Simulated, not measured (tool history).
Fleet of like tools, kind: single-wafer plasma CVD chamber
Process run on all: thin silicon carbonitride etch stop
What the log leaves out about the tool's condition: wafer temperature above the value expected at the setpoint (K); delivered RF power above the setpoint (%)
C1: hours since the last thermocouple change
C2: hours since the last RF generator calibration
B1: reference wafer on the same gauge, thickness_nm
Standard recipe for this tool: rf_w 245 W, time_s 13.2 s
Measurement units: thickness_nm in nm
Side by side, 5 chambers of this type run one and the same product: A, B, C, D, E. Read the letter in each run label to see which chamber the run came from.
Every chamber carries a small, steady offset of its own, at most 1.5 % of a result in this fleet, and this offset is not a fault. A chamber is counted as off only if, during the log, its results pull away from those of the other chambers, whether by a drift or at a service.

{"run": "1E", "hour": 6.5, "rf_w": 245, "time_s": 13.2, "C1": 1802.9, "C2": 103.3, "B1": 6.6403, "thickness_nm": 7.955}
{"run": "2C", "hour": 15.3, "rf_w": 245, "time_s": 13.2, "C1": 438.0, "C2": 1470.7, "B1": 6.6424, "thickness_nm": 7.9429}
{"run": "3B", "hour": 22.6, "rf_w": 245, "time_s": 13.2, "C1": 1480.3, "C2": 516.3, "B1": 6.6415, "thickness_nm": 8.0454}
{"run": "4D", "hour": 27.7, "rf_w": 245, "time_s": 13.2, "C1": 1047.3, "C2": 830.7, "B1": 6.6441, "thickness_nm": 7.8803}
{"run": "5A", "hour": 33.3, "rf_w": 245, "time_s": 13.2, "C1": 425.2, "C2": 666.0, "B1": 6.6455, "thickness_nm": 7.9534}
{"run": "6B", "hour": 39.7, "rf_w": 245, "time_s": 13.2, "C1": 1497.4, "C2": 533.4, "B1": 6.6443, "thickness_nm": 8.0465}
{"run": "7D", "hour": 47.8, "rf_w": 245, "time_s": 13.2, "C1": 1067.4, "C2": 850.8, "B1": 6.6482, "thickness_nm": 7.9045}
{"run": "8C", "hour": 55.9, "rf_w": 245, "time_s": 13.2, "C1": 478.6, "C2": 1511.3, "B1": 6.6472, "thickness_nm": 7.9398}
{"run": "9A", "hour": 65.1, "rf_w": 245, "time_s": 13.2, "C1": 457.0, "C2": 697.8, "B1": 6.6484, "thickness_nm": 7.9971}
{"run": "10E", "hour": 73.9, "rf_w": 245, "time_s": 13.2, "C1": 1870.3, "C2": 170.7, "B1": 6.6503, "thickness_nm": 7.9809}
{"run": "11E", "hour": 79.8, "rf_w": 245, "time_s": 13.2, "C1": 1876.2, "C2": 176.6, "B1": 6.6508, "thickness_nm": 7.9819}
{"run": "12B", "hour": 85.4, "rf_w": 245, "time_s": 13.2, "C1": 1543.1, "C2": 579.1, "B1": 6.6509, "thickness_nm": 8.0271}
{"run": "13C", "hour": 92.9, "rf_w": 245, "time_s": 14.6, "C1": 515.6, "C2": 1548.3, "B1": 6.6529, "thickness_nm": 8.8085}
{"run": "14A", "hour": 100.2, "rf_w": 245, "time_s": 14.6, "C1": 492.1, "C2": 732.9, "B1": 6.6519, "thickness_nm": 8.8519}
{"run": "15D", "hour": 107.1, "rf_w": 245, "time_s": 14.6, "C1": 1126.7, "C2": 910.1, "B1": 6.6532, "thickness_nm": 8.7336}
{"run": "16A", "hour": 115.3, "rf_w": 245, "time_s": 14.6, "C1": 507.2, "C2": 748.0, "B1": 6.6548, "thickness_nm": 8.847}
{"run": "17C", "hour": 124.9, "rf_w": 245, "time_s": 14.6, "C1": 547.6, "C2": 1580.3, "B1": 6.6573, "thickness_nm": 8.7955}
{"run": "18E", "hour": 133.9, "rf_w": 245, "time_s": 13.2, "C1": 1930.3, "C2": 230.7, "B1": 6.6581, "thickness_nm": 7.9792}
{"run": "19D", "hour": 143.6, "rf_w": 245, "time_s": 13.2, "C1": 1163.2, "C2": 946.6, "B1": 6.6603, "thickness_nm": 7.894}
{"run": "20B", "hour": 152.1, "rf_w": 245, "time_s": 13.2, "C1": 1609.8, "C2": 645.8, "B1": 6.6586, "thickness_nm": 8.0568}
{"run": "21D", "hour": 157.8, "rf_w": 245, "time_s": 13.2, "C1": 1177.4, "C2": 960.8, "B1": 6.6601, "thickness_nm": 7.9141}
{"run": "22A", "hour": 167.6, "rf_w": 245, "time_s": 13.2, "C1": 559.5, "C2": 800.3, "B1": 6.6616, "thickness_nm": 8.0003}
{"run": "23B", "hour": 173.1, "rf_w": 245, "time_s": 13.2, "C1": 1630.8, "C2": 666.8, "B1": 6.6614, "thickness_nm": 8.0529}
{"run": "24C", "hour": 177.4, "rf_w": 245, "time_s": 13.2, "C1": 600.1, "C2": 1632.8, "B1": 6.6645, "thickness_nm": 7.966}
{"run": "25E", "hour": 182.7, "rf_w": 245, "time_s": 13.2, "C1": 1979.1, "C2": 279.5, "B1": 6.6624, "thickness_nm": 7.9844}
{"run": "26C", "hour": 187.3, "rf_w": 245, "time_s": 13.2, "C1": 610.0, "C2": 1642.7, "B1": 6.6675, "thickness_nm": 7.9627}
{"run": "27D", "hour": 193.4, "rf_w": 245, "time_s": 13.2, "C1": 1213.0, "C2": 996.4, "B1": 6.6651, "thickness_nm": 7.9172}
{"run": "28E", "hour": 202.1, "rf_w": 245, "time_s": 13.2, "C1": 1998.5, "C2": 298.9, "B1": 6.6664, "thickness_nm": 8.0007}
{"run": "29B", "hour": 209.3, "rf_w": 245, "time_s": 13.2, "C1": 1667.0, "C2": 703.0, "B1": 6.6662, "thickness_nm": 8.078}
{"run": "30A", "hour": 215.3, "rf_w": 245, "time_s": 13.2, "C1": 607.2, "C2": 848.0, "B1": 6.6692, "thickness_nm": 7.9931}
{"run": "31E", "hour": 221.8, "rf_w": 245, "time_s": 13.2, "C1": 2018.2, "C2": 318.6, "B1": 6.6668, "thickness_nm": 7.9785}
{"run": "32C", "hour": 228.4, "rf_w": 245, "time_s": 13.2, "C1": 651.1, "C2": 1683.8, "B1": 6.6692, "thickness_nm": 7.9817}
{"run": "33A", "hour": 234.8, "rf_w": 245, "time_s": 13.2, "C1": 626.7, "C2": 867.5, "B1": 6.6727, "thickness_nm": 7.999}
{"run": "34D", "hour": 241.6, "rf_w": 245, "time_s": 13.2, "C1": 1261.2, "C2": 1044.6, "B1": 6.6707, "thickness_nm": 7.9304}

The same settings go to every chamber for the next run, one line per chamber below. Forecast the results for each:
{"run": "35A", "hour": 248.7, "rf_w": 245, "time_s": 13.2, "thickness_nm": "?"}
{"run": "35B", "hour": 248.7, "rf_w": 245, "time_s": 13.2, "thickness_nm": "?"}
{"run": "35C", "hour": 248.7, "rf_w": 245, "time_s": 13.2, "thickness_nm": "?"}
{"run": "35D", "hour": 248.7, "rf_w": 245, "time_s": 13.2, "thickness_nm": "?"}
{"run": "35E", "hour": 248.7, "rf_w": 245, "time_s": 13.2, "thickness_nm": "?"}

run=35A thickness_nm=8.0200
run=35B thickness_nm=8.0768
run=35C thickness_nm=7.9979
run=35D thickness_nm=7.9219
run=35E thickness_nm=7.9909

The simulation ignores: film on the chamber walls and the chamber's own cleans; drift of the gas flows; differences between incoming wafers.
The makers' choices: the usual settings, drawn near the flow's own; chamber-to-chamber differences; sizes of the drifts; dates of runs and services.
